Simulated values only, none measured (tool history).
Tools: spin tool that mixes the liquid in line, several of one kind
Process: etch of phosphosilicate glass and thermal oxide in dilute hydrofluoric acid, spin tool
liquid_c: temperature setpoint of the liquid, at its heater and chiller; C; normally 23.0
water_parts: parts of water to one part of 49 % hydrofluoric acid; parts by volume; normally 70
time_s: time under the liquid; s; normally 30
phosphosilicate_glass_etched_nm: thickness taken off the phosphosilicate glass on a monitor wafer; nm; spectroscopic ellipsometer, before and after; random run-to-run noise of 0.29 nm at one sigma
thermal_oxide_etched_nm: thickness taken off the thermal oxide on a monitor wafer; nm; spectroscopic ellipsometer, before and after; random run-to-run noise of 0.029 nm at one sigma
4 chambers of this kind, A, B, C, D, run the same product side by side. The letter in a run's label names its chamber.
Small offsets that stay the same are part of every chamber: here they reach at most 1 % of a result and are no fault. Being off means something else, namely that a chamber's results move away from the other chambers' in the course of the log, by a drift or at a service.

run	hour	liquid_c	water_parts	time_s	read-back film thickness of the phosphosilicate glass reference wafer, read on the same gauge (nm)	read-back film thickness of the thermal oxide reference wafer, read on the same gauge (nm)	phosphosilicate_glass_etched_nm	thermal_oxide_etched_nm
1A	5.4	23.0	70	30	90.000	99.998	85.723	1.9861
2D	12.7	23.0	70	30	89.987	100.010	85.330	1.9253
3C	18.5	23.0	70	30	89.992	100.010	85.814	1.9451
4B	22.9	23.0	70	30	89.998	100.000	85.057	1.9506
5D	27.5	23.0	70	30	89.994	100.020	85.135	1.9486
6C	35.1	23.0	70	30	89.989	99.988	86.453	1.9020
7A	41.4	23.0	70	30	90.003	100.000	85.144	1.9619
8B	45.2	23.0	70	30	89.989	99.997	84.482	1.8996
9B	49.1	23.0	70	30	90.001	100.000	84.555	1.9657
# hour 52.5: chamber C: thermometer replaced
10D	56.6	23.0	70	30	90.000	99.988	85.562	1.9382
11C	64.9	23.0	55	40	90.002	100.030	149.420	3.4084
12A	72.8	23.0	55	40	89.994	100.030	147.920	3.4223
13B	80.2	23.0	55	40	90.008	99.993	145.820	3.3255
14C	87.5	23.0	55	40	90.000	99.978	148.800	3.3152
15D	92.9	23.0	70	30	89.992	100.010	85.313	1.9254
16A	99.5	23.0	70	30	89.990	99.963	85.838	1.9134
# hour 100.2: chamber D: thermometer replaced
17B	106.8	23.0	70	30	90.018	100.010	84.790	2.0113
18D	111.0	23.0	70	30	90.002	100.000	84.919	1.9417
19C	118.5	20.0	70	30	89.999	100.000	75.288	1.6817
20A	126.1	20.0	70	30	90.003	100.000	75.482	1.6750
21B	132.4	20.0	70	30	90.007	100.010	74.466	1.7694
22C	137.1	20.0	70	30	90.001	99.985	75.793	1.7101
23D	141.3	23.0	70	30	90.009	100.020	85.261	1.9834
# hour 146.1: chamber B: thermometer replaced
24A	148.7	23.0	70	30	89.988	100.030	85.464	1.9342
25B	152.9	23.0	70	30	90.000	100.010	84.805	1.9564
26C	160.4	23.0	70	30	90.008	100.010	85.493	1.9275
27D	165.7	23.0	70	30	90.020	99.990	85.041	1.9678
28A	173.2	23.0	70	30	89.990	100.000	86.131	1.9784
29C	177.7	23.0	70	30	90.001	100.020	86.445	1.9060
30A	182.7	23.0	70	30	89.996	100.010	85.498	1.9381
31D	188.7	23.0	70	30	90.019	100.000	85.649	1.9295

Is one chamber out of step, is the gauge drifting, or do the chambers differ by no more than their own small offsets? For an off chamber, give its letter and the likeliest cause.

Nothing is wrong: each chamber keeps only its own small, steady offset and the gauge holds still.

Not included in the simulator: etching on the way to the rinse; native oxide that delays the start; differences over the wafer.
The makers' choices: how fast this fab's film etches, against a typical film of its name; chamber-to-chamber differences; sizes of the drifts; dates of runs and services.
